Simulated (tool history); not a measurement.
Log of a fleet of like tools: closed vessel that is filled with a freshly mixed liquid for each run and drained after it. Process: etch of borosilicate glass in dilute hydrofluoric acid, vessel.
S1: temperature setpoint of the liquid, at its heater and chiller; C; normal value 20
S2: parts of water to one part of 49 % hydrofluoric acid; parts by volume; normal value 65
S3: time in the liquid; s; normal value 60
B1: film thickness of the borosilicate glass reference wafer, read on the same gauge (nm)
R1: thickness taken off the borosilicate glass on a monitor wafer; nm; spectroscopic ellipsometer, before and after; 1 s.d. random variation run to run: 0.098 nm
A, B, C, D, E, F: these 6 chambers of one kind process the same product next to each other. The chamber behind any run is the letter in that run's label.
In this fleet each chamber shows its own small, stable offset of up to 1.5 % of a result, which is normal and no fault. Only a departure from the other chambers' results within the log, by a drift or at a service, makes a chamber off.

| run | hour | S1 | S2 | S3 | B1 | R1 |
|---|---|---|---|---|---|---|
| 1D | 5.3 | 20 | 65 | 60 | 100.020 | 22.9040 |
| 2E | 14.8 | 20 | 65 | 60 | 100.010 | 23.0230 |
| 3F | 20.1 | 20 | 65 | 60 | 100.020 | 22.9510 |
| 4C | 25.3 | 20 | 65 | 60 | 100.010 | 22.8790 |
| 5A | 33.4 | 20 | 65 | 60 | 100.020 | 22.9480 |
| 6B | 40.9 | 20 | 65 | 60 | 99.999 | 23.3220 |
| 7C | 48.9 | 17 | 65 | 95 | 100.040 | 31.7480 |
| 8D | 56.0 | 17 | 65 | 95 | 99.999 | 32.0580 |
| 9A | 66.1 | 17 | 65 | 95 | 99.984 | 31.7510 |
| 10E | 72.5 | 17 | 65 | 95 | 99.999 | 32.2430 |
| 11F | 80.7 | 17 | 65 | 95 | 99.967 | 32.3300 |
| 12B | 89.3 | 17 | 65 | 95 | 100.010 | 32.5810 |
| 13D | 94.1 | 25 | 40 | 60 | 99.994 | 46.9000 |
| 14E | 101.3 | 25 | 40 | 60 | 100.000 | 48.3770 |
| 15C | 111.5 | 25 | 40 | 60 | 99.989 | 47.0180 |
| 16F | 121.6 | 25 | 40 | 60 | 100.010 | 47.1250 |
| 17A | 130.1 | 25 | 40 | 60 | 99.982 | 47.4960 |
|  | 137.7 | chamber D: hydrofluoric acid flow meter replaced |
| 18B | 138.4 | 25 | 40 | 60 | 100.000 | 48.5660 |
| 19B | 143.9 | 20 | 65 | 60 | 100.010 | 23.3670 |
| 20E | 150.9 | 20 | 65 | 60 | 99.979 | 23.1090 |
| 21A | 160.0 | 20 | 65 | 60 | 100.040 | 22.9830 |
| 22F | 168.6 | 20 | 65 | 60 | 100.020 | 23.0800 |
| 23D | 173.2 | 20 | 65 | 60 | 99.984 | 22.9570 |
| 24C | 182.6 | 20 | 65 | 60 | 100.010 | 22.4150 |
| 25F | 188.5 | 20 | 65 | 60 | 100.020 | 23.1270 |
| 26C | 194.1 | 20 | 85 | 35 | 99.998 | 9.6411 |
| 27B | 202.9 | 20 | 85 | 35 | 100.020 | 10.1450 |
| 28D | 207.3 | 20 | 85 | 35 | 100.020 | 10.0410 |
|  | 215.1 | chamber F: thermometer replaced |
| 29A | 217.7 | 20 | 85 | 35 | 100.010 | 10.0180 |
| 30E | 226.5 | 20 | 85 | 35 | 99.996 | 9.9629 |
| 31E | 235.0 | 20 | 85 | 35 | 99.992 | 10.0520 |
| 32A | 243.7 | 20 | 65 | 60 | 99.992 | 22.8170 |
| 33C | 251.8 | 20 | 65 | 60 | 99.977 | 21.8020 |
| 34D | 262.2 | 20 | 65 | 60 | 99.991 | 22.8340 |
| 35B | 271.8 | 20 | 65 | 50 | 100.010 | 19.6120 |
| 36F | 277.1 | 20 | 65 | 50 | 99.975 | 19.1080 |

All 6 chambers run these settings next. Forecast each chamber's results:
| 37A | 284.5 | 20 | 65 | 60 |  | ? |
| 37B | 284.5 | 20 | 65 | 60 |  | ? |
| 37C | 284.5 | 20 | 65 | 60 |  | ? |
| 37D | 284.5 | 20 | 65 | 60 |  | ? |
| 37E | 284.5 | 20 | 65 | 60 |  | ? |
| 37F | 284.5 | 20 | 65 | 60 |  | ? |

| run | R1 |
|---|---|
| 37A | 22.9720 |
| 37B | 23.3050 |
| 37C | 21.5600 |
| 37D | 22.9070 |
| 37E | 23.1130 |
| 37F | 22.9940 |

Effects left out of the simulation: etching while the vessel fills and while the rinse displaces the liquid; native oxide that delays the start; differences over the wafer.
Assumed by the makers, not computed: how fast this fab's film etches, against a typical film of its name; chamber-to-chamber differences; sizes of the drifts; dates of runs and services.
